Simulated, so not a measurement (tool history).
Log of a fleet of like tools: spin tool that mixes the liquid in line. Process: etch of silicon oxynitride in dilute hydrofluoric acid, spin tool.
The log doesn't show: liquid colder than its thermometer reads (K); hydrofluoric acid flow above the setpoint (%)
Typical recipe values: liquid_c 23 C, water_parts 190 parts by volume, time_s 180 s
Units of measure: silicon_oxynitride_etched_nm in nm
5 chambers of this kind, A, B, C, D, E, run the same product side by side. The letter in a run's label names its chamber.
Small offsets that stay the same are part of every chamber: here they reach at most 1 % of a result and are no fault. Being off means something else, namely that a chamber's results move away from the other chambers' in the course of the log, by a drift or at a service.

| run | hour | liquid_c | water_parts | time_s | hours since the thermometer was replaced | hours since the hydrofluoric acid flow meter was replaced | read-back film thickness of the silicon oxynitride reference wafer, read on the same gauge (nm) | silicon_oxynitride_etched_nm |
|---|---|---|---|---|---|---|---|---|
| 1D | 5.4 | 23 | 190 | 180 | 1646.6 | 1397.5 | 60.044 | 1.53990 |
| 2B | 10.2 | 23 | 190 | 180 | 1362.3 | 261.5 | 60.004 | 1.52290 |
| 3E | 17.1 | 23 | 190 | 180 | 110.8 | 404.0 | 59.989 | 1.48470 |
| 4A | 22.4 | 23 | 190 | 180 | 345.2 | 1471.5 | 60.011 | 1.51520 |
| 5C | 31.3 | 23 | 190 | 180 | 113.6 | 208.0 | 60.042 | 1.47510 |
| 6A | 41.9 | 23 | 190 | 180 | 364.7 | 1491.0 | 59.996 | 1.52500 |
| 7B | 49.4 | 23 | 190 | 180 | 1401.5 | 300.7 | 60.015 | 1.55430 |
| 8E | 58.0 | 23 | 190 | 180 | 151.7 | 444.9 | 60.005 | 1.50500 |
| 9D | 66.7 | 23 | 190 | 180 | 1707.9 | 1458.8 | 59.973 | 1.53500 |
| 10C | 71.8 | 21 | 270 | 180 | 154.1 | 248.5 | 60.032 | 0.91132 |
| 11B | 82.5 | 21 | 270 | 180 | 1434.6 | 333.8 | 60.007 | 0.92558 |
| 12E | 90.6 | 21 | 270 | 180 | 184.3 | 477.5 | 60.024 | 0.92494 |
| 13A | 101.6 | 21 | 270 | 180 | 424.4 | 1550.7 | 60.023 | 0.89907 |
| 14D | 108.9 | 21 | 270 | 180 | 1750.1 | 1501.0 | 60.011 | 0.91867 |
| 15C | 116.9 | 23 | 190 | 180 | 199.2 | 293.6 | 59.985 | 1.50370 |
| 16E | 127.9 | 23 | 190 | 270 | 221.6 | 514.8 | 59.965 | 2.23680 |
| 17D | 133.3 | 23 | 190 | 270 | 1774.5 | 1525.4 | 59.980 | 2.24450 |
| 18C | 140.4 | 23 | 190 | 270 | 222.7 | 317.1 | 59.978 | 2.25520 |
| 19B | 145.6 | 23 | 190 | 270 | 1497.7 | 396.9 | 59.981 | 2.29720 |
| 20A | 152.4 | 23 | 190 | 270 | 475.2 | 1601.5 | 59.996 | 2.31740 |
| 21B | 160.1 | 26 | 190 | 265 | 1512.2 | 411.4 | 60.015 | 2.60500 |
| 22C | 167.6 | 26 | 190 | 265 | 249.9 | 344.3 | 60.002 | 2.62900 |
| 23A | 178.4 | 26 | 190 | 265 | 501.2 | 1627.5 | 60.012 | 2.53740 |
| 24D | 187.7 | 26 | 190 | 265 | 1828.9 | 1579.8 | 59.970 | 2.63630 |
|  | 189.3 | chamber C: hydrofluoric acid flow meter replaced |
| 25E | 193.9 | 26 | 190 | 265 | 287.6 | 580.8 | 60.006 | 2.52980 |
| 26C | 205.2 | 23 | 190 | 180 | 287.5 | 16.0 | 59.998 | 1.53580 |
| 27B | 211.1 | 23 | 190 | 180 | 1563.2 | 462.4 | 59.988 | 1.51560 |
| 28D | 222.2 | 23 | 190 | 180 | 1863.4 | 1614.3 | 59.977 | 1.55840 |
| 29E | 227.1 | 23 | 190 | 180 | 320.8 | 614.0 | 59.999 | 1.51810 |
| 30A | 233.2 | 23 | 190 | 180 | 556.0 | 1682.3 | 60.007 | 1.52080 |
| 31D | 241.1 | 23 | 270 | 180 | 1882.3 | 1633.2 | 60.002 | 1.01670 |
| 32E | 246.2 | 23 | 270 | 180 | 339.9 | 633.1 | 60.016 | 1.02680 |
| 33C | 253.9 | 23 | 270 | 180 | 336.2 | 64.7 | 60.016 | 1.00460 |
| 34A | 261.4 | 23 | 270 | 180 | 584.2 | 1710.5 | 60.002 | 1.00490 |
| 35B | 270.3 | 23 | 270 | 180 | 1622.4 | 521.6 | 59.989 | 1.02790 |
| 36D | 277.7 | 23 | 190 | 180 | 1918.9 | 1669.8 | 60.007 | 1.49690 |
| 37A | 285.6 | 23 | 190 | 180 | 608.4 | 1734.7 | 60.004 | 1.48560 |
| 38E | 292.2 | 23 | 190 | 180 | 385.9 | 679.1 | 59.960 | 1.53210 |
| 39B | 300.8 | 23 | 190 | 180 | 1652.9 | 552.1 | 60.049 | 1.54050 |

Is one chamber out of step, is the gauge drifting, or do the chambers differ by no more than their own small offsets? For an off chamber, give its letter and the likeliest cause.

Beyond each chamber's small constant offset nothing stands out, and the gauge stays steady.
